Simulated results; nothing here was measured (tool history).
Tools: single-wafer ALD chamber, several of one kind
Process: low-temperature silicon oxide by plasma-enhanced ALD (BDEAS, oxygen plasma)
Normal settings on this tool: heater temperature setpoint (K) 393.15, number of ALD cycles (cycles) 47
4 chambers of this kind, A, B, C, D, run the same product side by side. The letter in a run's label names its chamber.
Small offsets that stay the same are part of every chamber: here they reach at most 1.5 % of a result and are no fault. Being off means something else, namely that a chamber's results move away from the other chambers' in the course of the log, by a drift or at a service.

run     day  heater temperature setpoint (K)  number of ALD cycles (cycles)  hours since the last thermocouple change  read-back reference wafer on the same gauge, thickness_nm  mean film thickness on the monitor wafer (angstrom)
 1B   0.404                           393.15                             47                                     229.9                                                     5.4228                                               64.177
 2D   0.712                           393.15                             47                                      31.1                                                     5.4189                                               65.179
 3A   1.100                           393.15                             47                                     598.9                                                     5.4204                                               64.848
 4C   1.504                           393.15                             47                                    2108.2                                                     5.4151                                               65.314
 5B   1.771                           393.15                             47                                     262.7                                                     5.4214                                               64.439
 6A   2.042                           393.15                             47                                     621.5                                                     5.4220                                               64.775
 7C   2.350                           393.15                             47                                    2128.5                                                     5.4168                                               65.260
 8D   2.567                           393.15                             47                                      75.6                                                     5.4204                                               65.766
 9B   2.879                           406.15                             47                                     289.3                                                     5.4166                                               62.513
10C   3.267                           406.15                             47                                    2150.5                                                     5.4217                                               63.509
11A   3.475                           406.15                             47                                     655.9                                                     5.4211                                               63.209
12D   3.708                           406.15                             47                                     103.0                                                     5.4204                                               63.921
13B   4.025                           393.15                             47                                     316.8                                                     5.4186                                               64.073
14A   4.308                           393.15                             47                                     675.9                                                     5.4215                                               64.720
15D   4.588                           393.15                             47                                     124.1                                                     5.4210                                               65.754
16C   4.854                           393.15                             47                                    2188.6                                                     5.4238                                               65.411
17D   5.254                           388.15                             54                                     140.1                                                     5.4185                                               75.933
18C   5.667                           388.15                             54                                    2208.1                                                     5.4207                                               75.877
19B   6.046                           388.15                             54                                     365.3                                                     5.4199                                               74.687
      6.238  -- chamber C: thermocouple changed; heater temperature recalibrated
20A   6.358                           388.15                             54                                     725.1                                                     5.4184                                               74.834
21A   6.588                           393.15                             47                                     730.6                                                     5.4177                                               64.450
22B   6.925                           393.15                             47                                     386.4                                                     5.4181                                               64.273
23D   7.317                           393.15                             47                                     189.6                                                     5.4195                                               65.670
24C   7.600                           393.15                             47                                      32.7                                                     5.4222                                               65.400
25C   7.946                           393.15                             47                                      41.0                                                     5.4179                                               65.118
26A   8.179                           393.15                             47                                     768.8                                                     5.4190                                               64.628
27D   8.512                           393.15                             47                                     218.3                                                     5.4208                                               65.585
28B   8.925                           393.15                             47                                     434.4                                                     5.4169                                               64.025
29A   9.233                           397.15                             47                                     794.1                                                     5.4223                                               64.256
30D   9.567                           397.15                             47                                     243.6                                                     5.4190                                               65.071
31C   9.812                           397.15                             47                                      85.8                                                     5.4187                                               64.948
32B  10.238                           397.15                             47                                     465.9                                                     5.4210                                               63.478

What goes on in this fleet: one chamber off, a drifting gauge, or nothing beyond the chambers' own small offsets? Name the chamber and the cause, if any.

All chambers stay in line apart from their small fixed offsets, and the gauge does not drift.

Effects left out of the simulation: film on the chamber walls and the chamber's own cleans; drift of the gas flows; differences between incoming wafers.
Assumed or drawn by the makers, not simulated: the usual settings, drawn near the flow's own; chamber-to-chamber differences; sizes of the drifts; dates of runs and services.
